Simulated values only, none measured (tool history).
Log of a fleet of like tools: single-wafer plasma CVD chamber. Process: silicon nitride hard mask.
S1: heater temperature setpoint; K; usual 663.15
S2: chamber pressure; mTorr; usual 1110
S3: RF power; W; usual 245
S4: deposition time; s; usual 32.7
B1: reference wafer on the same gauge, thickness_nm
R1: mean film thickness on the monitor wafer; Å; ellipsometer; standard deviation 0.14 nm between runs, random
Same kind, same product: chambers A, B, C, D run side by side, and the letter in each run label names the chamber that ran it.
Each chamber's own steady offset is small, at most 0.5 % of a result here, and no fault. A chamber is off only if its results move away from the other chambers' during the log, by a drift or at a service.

run,hour,S1,S2,S3,S4,B1,R1
1D,11.7,663.15,1110,245,32.7,27.926,295.12
2C,23.3,663.15,1110,245,32.7,27.903,291.92
3A,34.2,663.15,1110,245,32.7,27.898,295.61
# hour 39.8: chamber B: capacitance manometer re-zeroed and calibrated
4B,42.8,663.15,1110,245,32.7,27.891,291.64
5B,52.7,663.15,1110,245,32.7,27.917,293
6D,64.8,670.15,1110,265,32.7,27.895,313.57
7A,71.6,670.15,1110,265,32.7,27.902,307.95
8C,79,670.15,1110,265,32.7,27.889,309.03
9D,89.4,670.15,1110,265,32.7,27.889,312.2
10C,95,663.15,1110,245,32.7,27.911,293.52
11A,103.2,663.15,1110,245,32.7,27.886,293.61
12B,112,663.15,1110,245,32.7,27.904,288.47
13A,119.8,663.15,1110,245,32.7,27.881,292.85
14B,130.1,663.15,1110,245,32.7,27.883,290.12
15D,137.1,663.15,1110,245,32.7,27.869,296.26
16C,147.5,663.15,1110,245,32.7,27.888,295.51
# hour 149: chamber A: thermocouple changed; heater temperature recalibrated
17C,157.8,663.15,1110,245,32.7,27.854,293.26
18A,165.7,663.15,1110,245,32.7,27.896,292.64
19D,173.5,663.15,1110,245,32.7,27.887,297.8
20B,185.9,663.15,1110,245,32.7,27.901,287.04
21A,191.9,663.15,1110,245,32.7,27.915,291.91
22B,197.4,663.15,1110,245,32.7,27.923,285.68
23C,207.1,663.15,1110,245,32.7,27.882,292.62
24D,219.6,663.15,1110,245,32.7,27.871,295.26
25B,226.6,663.15,1110,245,32.7,27.896,285.19
26C,236.7,663.15,1110,245,32.7,27.905,294.35
27A,245.3,663.15,1110,245,32.7,27.921,291.48
28D,256.1,663.15,1110,245,32.7,27.904,297.82
29D,263.8,663.15,1110,245,32.7,27.921,293.33
30A,274.2,663.15,1110,245,32.7,27.907,291.33
31C,285.4,663.15,1110,245,32.7,27.896,291.34
32B,293.6,663.15,1110,245,32.7,27.889,277.99

Does one chamber stand apart from the rest, does the shared gauge drift, or is all well apart from small per-chamber offsets? Give the chamber and the most likely cause, where there is one.

One chamber, B, drifts off from the rest bit by bit.
Most likely cause: delivered RF power below the setpoint (%) = 6.49.

Chamber B could run next with any of the 4 candidate recipes listed below; each alters the usual settings, and their results appear as question marks. Which one brings its results back in line with what the other chambers deliver on the usual settings?
In-line tolerance around the mean of the other chambers on the usual settings: R1 4.8 Å
33B-1,302.6,662.15,1480,245,32.7,,?
33B-2,302.6,663.15,1090,240,31.7,,?
33B-3,302.6,663.15,1110,245,34.4,,?
33B-4,302.6,663.15,1110,215,32.7,,?

What the other chambers average on the usual settings: R1 293.98 Å
run,R1
33B-1,305.68
33B-2,264.82
33B-3,293.58
33B-4,253.22
33B-3 puts the chamber back in line with the other chambers.
